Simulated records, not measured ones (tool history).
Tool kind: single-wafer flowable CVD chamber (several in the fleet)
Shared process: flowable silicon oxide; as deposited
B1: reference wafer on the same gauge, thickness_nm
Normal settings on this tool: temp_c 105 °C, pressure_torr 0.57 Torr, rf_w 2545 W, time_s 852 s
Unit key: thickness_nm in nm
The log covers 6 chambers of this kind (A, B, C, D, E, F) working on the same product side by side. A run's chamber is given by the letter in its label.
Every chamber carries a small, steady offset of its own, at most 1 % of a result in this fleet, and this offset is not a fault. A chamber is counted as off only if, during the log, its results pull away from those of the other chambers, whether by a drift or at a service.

run 1D hour=12.2 | temp_c=105 pressure_torr=0.57 rf_w=2545 time_s=852 | B1=329.09 | thickness_nm=285.99
run 2E hour=18.9 | temp_c=105 pressure_torr=0.57 rf_w=2545 time_s=852 | B1=329.13 | thickness_nm=284.82
run 3F hour=27.8 | temp_c=105 pressure_torr=0.57 rf_w=2545 time_s=852 | B1=329.16 | thickness_nm=288.74
run 4A hour=39.4 | temp_c=105 pressure_torr=0.57 rf_w=2545 time_s=852 | B1=329.21 | thickness_nm=286.84
run 5B hour=50 | temp_c=105 pressure_torr=0.57 rf_w=2545 time_s=852 | B1=329.49 | thickness_nm=285.83
run 6C hour=56.8 | temp_c=105 pressure_torr=0.615 rf_w=2545 time_s=852 | B1=329.47 | thickness_nm=321.45
run 7B hour=69.9 | temp_c=105 pressure_torr=0.615 rf_w=2545 time_s=852 | B1=329.33 | thickness_nm=319.99
run 8C hour=78.9 | temp_c=105 pressure_torr=0.615 rf_w=2545 time_s=852 | B1=329.47 | thickness_nm=321.88
run 9F hour=90.7 | temp_c=105 pressure_torr=0.615 rf_w=2545 time_s=852 | B1=329.56 | thickness_nm=322.89
run 10A hour=96.7 | temp_c=105 pressure_torr=0.615 rf_w=2545 time_s=852 | B1=329.65 | thickness_nm=320.56
run 11D hour=102.6 | temp_c=105 pressure_torr=0.615 rf_w=2545 time_s=852 | B1=329.74 | thickness_nm=319.66
run 12E hour=112.4 | temp_c=105 pressure_torr=0.57 rf_w=2545 time_s=852 | B1=329.69 | thickness_nm=285.61
run 13D hour=125 | temp_c=105 pressure_torr=0.57 rf_w=2545 time_s=852 | B1=329.76 | thickness_nm=286.48
run 14F hour=133.3 | temp_c=105 pressure_torr=0.57 rf_w=2545 time_s=852 | B1=329.65 | thickness_nm=290.24
-- hour=138 chamber B: capacitance manometer re-zeroed and calibrated
run 15B hour=140.7 | temp_c=98 pressure_torr=0.57 rf_w=2545 time_s=852 | B1=329.98 | thickness_nm=362.79
run 16E hour=152.5 | temp_c=98 pressure_torr=0.57 rf_w=2545 time_s=852 | B1=330.09 | thickness_nm=360.04
run 17A hour=162.9 | temp_c=98 pressure_torr=0.57 rf_w=2545 time_s=852 | B1=330.1 | thickness_nm=364
run 18C hour=173.2 | temp_c=98 pressure_torr=0.57 rf_w=2545 time_s=852 | B1=330.11 | thickness_nm=364.72
run 19A hour=183.7 | temp_c=98 pressure_torr=0.57 rf_w=2545 time_s=852 | B1=330.25 | thickness_nm=363.9
run 20E hour=197 | temp_c=98 pressure_torr=0.57 rf_w=2545 time_s=852 | B1=330.22 | thickness_nm=359.61
run 21C hour=204.7 | temp_c=99 pressure_torr=0.57 rf_w=2545 time_s=718 | B1=330.29 | thickness_nm=297.73
-- hour=210.3 chamber E: thermocouple changed; heater temperature recalibrated
run 22B hour=214.6 | temp_c=99 pressure_torr=0.57 rf_w=2545 time_s=718 | B1=330.42 | thickness_nm=296.54
run 23D hour=223.5 | temp_c=99 pressure_torr=0.57 rf_w=2545 time_s=718 | B1=330.38 | thickness_nm=295.8
run 24F hour=233.3 | temp_c=99 pressure_torr=0.57 rf_w=2545 time_s=718 | B1=330.38 | thickness_nm=299.94
run 25F hour=242.8 | temp_c=99 pressure_torr=0.57 rf_w=2545 time_s=718 | B1=330.5 | thickness_nm=299.7
-- hour=247.4 chamber D: RF generator calibrated
run 26C hour=251.5 | temp_c=99 pressure_torr=0.57 rf_w=2545 time_s=718 | B1=330.75 | thickness_nm=298.97
run 27E hour=259.4 | temp_c=105 pressure_torr=0.57 rf_w=2545 time_s=852 | B1=330.62 | thickness_nm=286.74
run 28B hour=265.4 | temp_c=105 pressure_torr=0.57 rf_w=2545 time_s=852 | B1=330.73 | thickness_nm=288.09
run 29A hour=278.8 | temp_c=105 pressure_torr=0.57 rf_w=2545 time_s=852 | B1=330.9 | thickness_nm=288.2
run 30D hour=291.9 | temp_c=105 pressure_torr=0.57 rf_w=2545 time_s=852 | B1=330.91 | thickness_nm=287.91
run 31B hour=299 | temp_c=105 pressure_torr=0.57 rf_w=2545 time_s=852 | B1=330.99 | thickness_nm=287.28
run 32C hour=308 | temp_c=105 pressure_torr=0.57 rf_w=2545 time_s=852 | B1=331.16 | thickness_nm=290.22
run 33A hour=316.9 | temp_c=105 pressure_torr=0.57 rf_w=2545 time_s=852 | B1=330.99 | thickness_nm=289.39
run 34E hour=324.6 | temp_c=105 pressure_torr=0.57 rf_w=2545 time_s=852 | B1=331.05 | thickness_nm=286.97
run 35F hour=333.9 | temp_c=105 pressure_torr=0.57 rf_w=2545 time_s=852 | B1=331.21 | thickness_nm=290.54
run 36D hour=343.6 | temp_c=105 pressure_torr=0.57 rf_w=2545 time_s=852 | B1=331.17 | thickness_nm=287.24
run 37C hour=349.5 | temp_c=116 pressure_torr=0.57 rf_w=3025 time_s=852 | B1=331.29 | thickness_nm=209.28

Next, all 6 chambers run the settings below, one line each with question marks for the results. What does each chamber give?
run 38A hour=359.1 | temp_c=105 pressure_torr=0.57 rf_w=2545 time_s=852 | thickness_nm=?
run 38B hour=359.1 | temp_c=105 pressure_torr=0.57 rf_w=2545 time_s=852 | thickness_nm=?
run 38C hour=359.1 | temp_c=105 pressure_torr=0.57 rf_w=2545 time_s=852 | thickness_nm=?
run 38D hour=359.1 | temp_c=105 pressure_torr=0.57 rf_w=2545 time_s=852 | thickness_nm=?
run 38E hour=359.1 | temp_c=105 pressure_torr=0.57 rf_w=2545 time_s=852 | thickness_nm=?
run 38F hour=359.1 | temp_c=105 pressure_torr=0.57 rf_w=2545 time_s=852 | thickness_nm=?

run=38A thickness_nm=288.6
run=38B thickness_nm=288.15
run=38C thickness_nm=290.55
run=38D thickness_nm=287.78
run=38E thickness_nm=286.63
run=38F thickness_nm=290.57

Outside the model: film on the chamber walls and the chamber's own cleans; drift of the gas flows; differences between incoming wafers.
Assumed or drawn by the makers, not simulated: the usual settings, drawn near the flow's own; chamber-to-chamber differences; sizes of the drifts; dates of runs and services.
